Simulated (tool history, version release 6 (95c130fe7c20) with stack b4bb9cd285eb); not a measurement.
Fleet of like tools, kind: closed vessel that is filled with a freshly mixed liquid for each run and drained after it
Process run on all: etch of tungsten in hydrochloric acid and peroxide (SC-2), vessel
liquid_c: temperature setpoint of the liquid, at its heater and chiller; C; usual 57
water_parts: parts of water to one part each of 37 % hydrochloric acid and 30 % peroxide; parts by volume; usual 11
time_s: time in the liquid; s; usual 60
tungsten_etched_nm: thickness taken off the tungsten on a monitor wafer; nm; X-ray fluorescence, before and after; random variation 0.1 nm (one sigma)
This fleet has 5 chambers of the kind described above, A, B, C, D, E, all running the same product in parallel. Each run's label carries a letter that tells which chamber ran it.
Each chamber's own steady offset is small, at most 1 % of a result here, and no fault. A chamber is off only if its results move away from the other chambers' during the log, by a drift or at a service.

run,day,liquid_c,water_parts,time_s,hours since the thermometer was replaced,hours since the chemicals flow meter was replaced,hours since the drum of peroxide was connected,"read-back film thickness of the tungsten reference wafer, read on the same gauge (nm)",tungsten_etched_nm
1E,0.192,57,11,60,324.6,46.8,572.7,100.03,17.564
2B,0.404,57,11,60,922.3,68.3,108.5,100,17.832
3D,0.562,57,11,60,1393.7,160.5,37.5,100,17.737
4C,0.762,57,11,60,2132.8,270.6,727.5,100.02,17.657
5A,0.888,57,11,60,1662.5,483.8,105.6,100,17.528
6B,1.025,57,11,60,937.2,83.2,123.4,100.02,17.517
7E,1.233,57,13.5,85,349.6,71.8,597.7,99.986,21.224
8A,1.417,57,13.5,85,1675.2,496.5,118.3,100.03,20.801
9C,1.533,57,13.5,85,2151.3,289.1,746,99.973,20.877
10D,1.729,57,13.5,85,1421.7,188.5,65.5,100.03,21.112
11C,1.933,57,13.5,85,2160.9,298.7,755.6,100,20.701
12E,2.071,57,11,60,369.7,91.9,617.8,100.03,17.704
13B,2.246,57,11,60,966.5,112.5,152.7,99.996,17.69
14A,2.442,57,11,60,1699.8,521.1,142.9,99.986,17.911
15D,2.588,57,11,60,1442.3,209.1,86.1,100.02,17.732
16B,2.804,57,11,60,979.9,125.9,166.1,100.02,17.71
17A,3.017,57,11,60,1713.6,534.9,156.7,99.965,17.971
18E,3.2,57,11,60,396.8,119,644.9,100.01,17.614
19D,3.308,57,11,60,1459.6,226.4,103.4,99.971,17.7
20C,3.458,57,11,60,2197.5,335.3,792.2,100.01,17.72
21C,3.6,57,11,60,2200.9,338.7,795.6,100.02,17.589
22D,3.729,57,11,60,1469.7,236.5,113.5,100,17.799
23B,3.896,57,11,60,1006.1,152.1,192.3,100,17.572
24A,4.112,57,11,60,1739.9,561.2,183,100.01,18.059
25E,4.221,57,11,60,421.3,143.5,669.4,99.991,17.624
26C,4.417,57,11,60,2220.5,358.3,815.2,99.992,17.606
27E,4.633,57,11,60,431.2,153.4,679.3,99.973,17.7
28A,4.767,57,11,60,1755.6,576.9,198.7,99.983,18.085
29B,4.879,57,11,60,1029.7,175.7,215.9,100.02,17.512
30D,5.096,57,14,60,1502.5,269.3,146.3,99.956,14.312
31E,5.212,57,14,60,445.1,167.3,693.2,99.994,14.45
32A,5.375,57,14,60,1770.2,591.5,213.3,100,14.888

Predict what each chamber gives when all 5 of them run the settings below next.
33A,5.542,57,11,80,,,,,?
33B,5.542,57,11,80,,,,,?
33C,5.542,57,11,80,,,,,?
33D,5.542,57,11,80,,,,,?
33E,5.542,57,11,80,,,,,?

run,tungsten_etched_nm
33A,24.357
33B,23.406
33C,23.348
33D,23.639
33E,23.719

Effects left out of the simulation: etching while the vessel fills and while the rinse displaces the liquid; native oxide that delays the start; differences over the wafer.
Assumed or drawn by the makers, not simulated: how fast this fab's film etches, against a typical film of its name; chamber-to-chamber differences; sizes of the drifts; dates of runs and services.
